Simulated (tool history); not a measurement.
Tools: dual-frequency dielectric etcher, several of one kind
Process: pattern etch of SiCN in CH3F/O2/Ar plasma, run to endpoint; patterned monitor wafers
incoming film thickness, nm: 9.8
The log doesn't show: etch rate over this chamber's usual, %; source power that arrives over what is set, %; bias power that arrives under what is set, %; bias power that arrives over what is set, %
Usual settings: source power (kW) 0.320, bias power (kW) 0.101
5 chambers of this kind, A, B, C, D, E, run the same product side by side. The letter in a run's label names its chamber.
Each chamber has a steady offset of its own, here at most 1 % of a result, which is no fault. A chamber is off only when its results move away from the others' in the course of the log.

run	hour	source power (kW)	bias power (kW)	hours since the last wet clean	hours since the last source power generator calibration	hours since the last bias power generator calibration	endpoint time (s)
1B	7.1	0.320	0.101	71.3	140.0	2675.4	24.907
2A	16.7	0.320	0.101	295.9	3647.3	181.6	25.217
3E	22.4	0.320	0.101	389.4	398.3	2473.0	25.175
4D	32.1	0.320	0.101	584.9	2103.5	1956.0	25.348
5C	37.7	0.320	0.101	104.2	286.4	1717.9	25.158
6C	43.0	0.320	0.101	109.5	291.7	1723.2	25.212
7A	51.8	0.320	0.101	331.0	3682.4	216.7	25.162
8E	60.9	0.320	0.101	427.9	436.8	2511.5	24.997
# hour 68.3: chamber E: wet clean of the chamber
9D	69.9	0.390	0.101	622.7	2141.3	1993.8	23.537
# hour 73.1: chamber D: wet clean of the chamber
10B	81.7	0.390	0.101	145.9	214.6	2750.0	23.464
11A	91.0	0.390	0.101	370.2	3721.6	255.9	23.249
12D	98.3	0.390	0.101	25.3	2169.7	2022.2	23.486
13B	104.6	0.390	0.101	168.8	237.5	2772.9	23.263
14E	113.8	0.320	0.101	45.5	489.7	2564.4	25.106
15C	121.5	0.320	0.101	188.0	370.2	1801.7	25.220
16C	132.9	0.320	0.101	199.4	381.6	1813.1	25.159
# hour 136.9: chamber D: bias power generator calibrated
17E	139.6	0.320	0.101	71.3	515.5	2590.2	25.123
18D	145.2	0.260	0.125	72.2	2216.6	8.3	24.964
19A	152.7	0.260	0.125	431.9	3783.3	317.6	24.872
20B	163.6	0.260	0.125	227.8	296.5	2831.9	24.770
21B	175.0	0.260	0.125	239.2	307.9	2843.3	24.886
22A	181.8	0.260	0.125	461.0	3812.4	346.7	24.993
23C	188.8	0.320	0.101	255.3	437.5	1869.0	25.168
24D	200.7	0.320	0.101	127.7	2272.1	63.8	25.297
25E	207.8	0.320	0.101	139.5	583.7	2658.4	24.991
26A	217.1	0.320	0.101	496.3	3847.7	382.0	25.155
27D	227.0	0.320	0.101	154.0	2298.4	90.1	25.254
28B	233.5	0.360	0.078	297.7	366.4	2901.8	26.220
# hour 234.6: chamber E: bias power generator calibrated
29E	240.1	0.360	0.078	171.8	616.0	5.5	26.250
30C	246.6	0.360	0.078	313.1	495.3	1926.8	26.630
31C	256.2	0.360	0.078	322.7	504.9	1936.4	26.401
32D	261.8	0.360	0.078	188.8	2333.2	124.9	26.625
33B	268.5	0.320	0.101	332.7	401.4	2936.8	24.942
34A	278.5	0.320	0.101	557.7	3909.1	443.4	25.098
35E	289.9	0.320	0.101	221.6	665.8	55.3	25.188
36D	298.6	0.320	0.101	225.6	2370.0	161.7	25.229
37E	304.1	0.320	0.101	235.8	680.0	69.5	25.051
38B	315.5	0.320	0.101	379.7	448.4	2983.8	24.903

All 5 chambers run these settings next. Forecast each chamber's results:
39A	324.2	0.320	0.101				?
39B	324.2	0.320	0.101				?
39C	324.2	0.320	0.101				?
39D	324.2	0.320	0.101				?
39E	324.2	0.320	0.101				?

run	endpoint time (s)
39A	25.101
39B	24.927
39C	25.284
39D	25.237
39E	25.027

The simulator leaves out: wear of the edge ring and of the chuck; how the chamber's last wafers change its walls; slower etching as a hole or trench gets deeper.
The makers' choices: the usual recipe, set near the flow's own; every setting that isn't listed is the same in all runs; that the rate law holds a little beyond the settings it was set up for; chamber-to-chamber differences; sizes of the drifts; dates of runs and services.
